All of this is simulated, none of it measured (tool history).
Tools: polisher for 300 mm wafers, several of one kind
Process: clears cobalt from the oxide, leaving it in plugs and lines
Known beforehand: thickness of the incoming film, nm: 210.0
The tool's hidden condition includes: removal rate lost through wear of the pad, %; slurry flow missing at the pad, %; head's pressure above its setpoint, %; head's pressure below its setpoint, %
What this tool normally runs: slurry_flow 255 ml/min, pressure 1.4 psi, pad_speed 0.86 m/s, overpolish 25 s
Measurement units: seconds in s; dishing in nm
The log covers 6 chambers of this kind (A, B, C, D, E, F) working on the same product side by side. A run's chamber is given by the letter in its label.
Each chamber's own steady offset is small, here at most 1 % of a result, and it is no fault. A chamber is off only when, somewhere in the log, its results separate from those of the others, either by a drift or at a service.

| run | hour | slurry_flow | pressure | pad_speed | overpolish | wafers polished on this pad | hours since the slurry nozzle was cleaned | hours since the head pressure was calibrated | seconds | dishing |
|---|---|---|---|---|---|---|---|---|---|---|
| 1D | 7.2 | 255 | 1.4 | 0.86 | 25 | 915 | 55.6 | 657.3 | 71.046 | 45.116 |
|  | 8.1 | chamber C: worn pad replaced by a new one |
|  | 8.8 | chamber F: worn pad replaced by a new one |
| 2B | 18.1 | 255 | 1.4 | 0.86 | 25 | 297 | 288.5 | 77.3 | 76.184 | 44.181 |
|  | 25.3 | chamber E: worn pad replaced by a new one |
| 3F | 25.8 | 255 | 1.4 | 0.86 | 25 | 163 | 315 | 275.5 | 73.612 | 43.404 |
|  | 29.8 | chamber F: slurry nozzle cleaned |
| 4E | 31.1 | 255 | 1.4 | 0.86 | 25 | 55 | 140 | 705.9 | 70.236 | 43.315 |
|  | 36.1 | chamber D: worn pad replaced by a new one |
| 5A | 39.4 | 255 | 1.4 | 0.86 | 25 | 629 | 72.2 | 1272 | 71.26 | 44.783 |
| 6C | 50.3 | 255 | 1.4 | 0.86 | 25 | 404 | 535.3 | 316.9 | 72.071 | 43.26 |
| 7A | 61.8 | 225 | 1 | 0.86 | 25 | 844 | 94.6 | 1294.4 | 101.28 | 35.065 |
| 8F | 67.4 | 225 | 1 | 0.86 | 25 | 561 | 37.7 | 317.1 | 103.93 | 36.545 |
| 9C | 73.7 | 225 | 1 | 0.86 | 25 | 628 | 558.7 | 340.3 | 105.32 | 36.187 |
|  | 73.8 | chamber C: worn pad replaced by a new one |
|  | 78.4 | chamber B: worn pad replaced by a new one |
| 10D | 83.5 | 225 | 1 | 0.86 | 25 | 454 | 131.9 | 733.6 | 105.06 | 35.02 |
| 11E | 91.9 | 225 | 1 | 0.86 | 25 | 638 | 200.8 | 766.7 | 107.04 | 34.711 |
|  | 97.4 | chamber E: worn pad replaced by a new one |
| 12B | 100.5 | 225 | 1 | 0.86 | 25 | 211 | 370.9 | 159.7 | 103.02 | 36.012 |
| 13C | 109.1 | 255 | 1.4 | 0.86 | 25 | 338 | 594.1 | 375.7 | 73.843 | 42.796 |
| 14D | 118.6 | 255 | 1.1 | 0.66 | 25 | 790 | 167 | 768.7 | 119.34 | 31.499 |
| 15F | 128.7 | 255 | 1.1 | 0.66 | 25 | 1148 | 99 | 378.4 | 121.97 | 32.441 |
| 16E | 135.5 | 255 | 1.1 | 0.66 | 25 | 365 | 244.4 | 810.3 | 117.56 | 30.779 |
|  | 137.4 | chamber F: worn pad replaced by a new one |
| 17A | 145 | 255 | 1.1 | 0.66 | 25 | 1640 | 177.8 | 1377.6 | 124.77 | 29.855 |
|  | 150.7 | chamber C: worn pad replaced by a new one |
| 18B | 156.5 | 255 | 1.1 | 0.66 | 25 | 747 | 426.9 | 215.7 | 121.51 | 31.317 |
| 19D | 164.5 | 255 | 1.1 | 0.66 | 25 | 1230 | 212.9 | 814.6 | 124.89 | 31.396 |
|  | 165.3 | chamber A: head pressure recalibrated |
|  | 170.5 | chamber B: worn pad replaced by a new one |
|  | 173.7 | chamber E: worn pad replaced by a new one |
| 20A | 174.3 | 255 | 1.4 | 0.86 | 25 | 1921 | 207.1 | 9 | 75.921 | 41.037 |
|  | 175.2 | chamber D: worn pad replaced by a new one |
| 21E | 185.8 | 255 | 1.4 | 0.86 | 25 | 116 | 294.7 | 860.6 | 71.927 | 43.247 |
| 22F | 193.4 | 255 | 1.1 | 0.72 | 25 | 536 | 163.7 | 443.1 | 110.92 | 34.018 |
|  | 193.6 | chamber B: slurry nozzle cleaned |
| 23B | 200.4 | 255 | 1.1 | 0.72 | 25 | 287 | 6.9 | 259.6 | 109.62 | 33.533 |
| 24C | 211.3 | 255 | 1.1 | 0.72 | 25 | 580 | 696.3 | 477.9 | 109.12 | 33.32 |
| 25B | 222.5 | 255 | 1.1 | 0.72 | 25 | 498 | 29 | 281.7 | 116.31 | 34.186 |
|  | 225.7 | chamber B: head pressure recalibrated |
|  | 231.5 | chamber C: worn pad replaced by a new one |
| 26A | 231.6 | 255 | 1.1 | 0.72 | 25 | 2469 | 264.4 | 66.3 | 116.32 | 31.71 |
| 27E | 241.2 | 255 | 1.1 | 0.72 | 25 | 646 | 350.1 | 916 | 110.52 | 33.872 |
|  | 246.6 | chamber E: worn pad replaced by a new one |
| 28C | 246.8 | 255 | 1.4 | 0.86 | 25 | 146 | 731.8 | 513.4 | 72.868 | 44.115 |
| 29F | 258.2 | 305 | 1.4 | 0.86 | 37 | 1157 | 228.5 | 507.9 | 72.894 | 53.378 |
| 30D | 269.7 | 305 | 1.4 | 0.86 | 37 | 904 | 318.1 | 919.8 | 71.001 | 52.913 |
|  | 271.6 | chamber B: worn pad replaced by a new one |
| 31C | 276 | 305 | 1.4 | 0.86 | 37 | 426 | 761 | 542.6 | 72.989 | 53.881 |
| 32E | 287.5 | 305 | 1.4 | 0.86 | 37 | 391 | 396.4 | 962.3 | 72.287 | 52.08 |
| 33B | 292.6 | 305 | 1.4 | 0.86 | 37 | 201 | 99.1 | 67 | 72.753 | 51.92 |
|  | 295.4 | chamber F: worn pad replaced by a new one |
|  | 297.7 | chamber C: worn pad replaced by a new one |
| 34A | 301.1 | 305 | 1.4 | 0.86 | 37 | 3135 | 333.9 | 135.8 | 78.642 | 50.786 |
|  | 308.8 | chamber D: worn pad replaced by a new one |
| 35D | 309.3 | 185 | 1.4 | 0.86 | 13 | 4 | 357.7 | 959.4 | 74.867 | 27.705 |
|  | 309.8 | chamber D: head pressure recalibrated |
| 36F | 314.6 | 185 | 1.4 | 0.86 | 13 | 184 | 284.9 | 564.3 | 75.887 | 27.744 |
|  | 316.2 | chamber C: slurry nozzle cleaned |
| 37D | 322 | 185 | 1.4 | 0.86 | 13 | 126 | 370.4 | 12.3 | 77.656 | 26.879 |
| 38F | 328.4 | 185 | 1.4 | 0.86 | 13 | 316 | 298.7 | 578.1 | 76.321 | 26.772 |
|  | 331.4 | chamber E: worn pad replaced by a new one |
| 39E | 334.5 | 185 | 1.4 | 0.86 | 13 | 30 | 443.4 | 1009.3 | 73.099 | 27.269 |
| 40C | 341.1 | 185 | 1.4 | 0.86 | 13 | 415 | 24.9 | 607.7 | 77.368 | 27.621 |
|  | 347.4 | chamber D: slurry nozzle cleaned |
| 41B | 349.3 | 255 | 1.4 | 0.86 | 25 | 744 | 155.8 | 123.7 | 74.068 | 45.005 |
| 42A | 360.1 | 255 | 1.4 | 0.86 | 25 | 3700 | 392.9 | 194.8 | 85.132 | 41.536 |
| 43D | 370.3 | 255 | 1.4 | 0.86 | 25 | 589 | 23 | 60.6 | 73.971 | 43.862 |

For the next run the whole fleet of 6 chambers uses the same settings. Give each chamber's results:
| 44A | 378.6 | 220 | 1.4 | 0.86 | 25 |  |  |  | ? | ? |
| 44B | 378.6 | 220 | 1.4 | 0.86 | 25 |  |  |  | ? | ? |
| 44C | 378.6 | 220 | 1.4 | 0.86 | 25 |  |  |  | ? | ? |
| 44D | 378.6 | 220 | 1.4 | 0.86 | 25 |  |  |  | ? | ? |
| 44E | 378.6 | 220 | 1.4 | 0.86 | 25 |  |  |  | ? | ? |
| 44F | 378.6 | 220 | 1.4 | 0.86 | 25 |  |  |  | ? | ? |

| run | seconds | dishing |
|---|---|---|
| 44A | 85.568 | 40.476 |
| 44B | 75.514 | 41.776 |
| 44C | 76.358 | 43.362 |
| 44D | 75.997 | 43.167 |
| 44E | 73.754 | 43.377 |
| 44F | 74.635 | 43.109 |
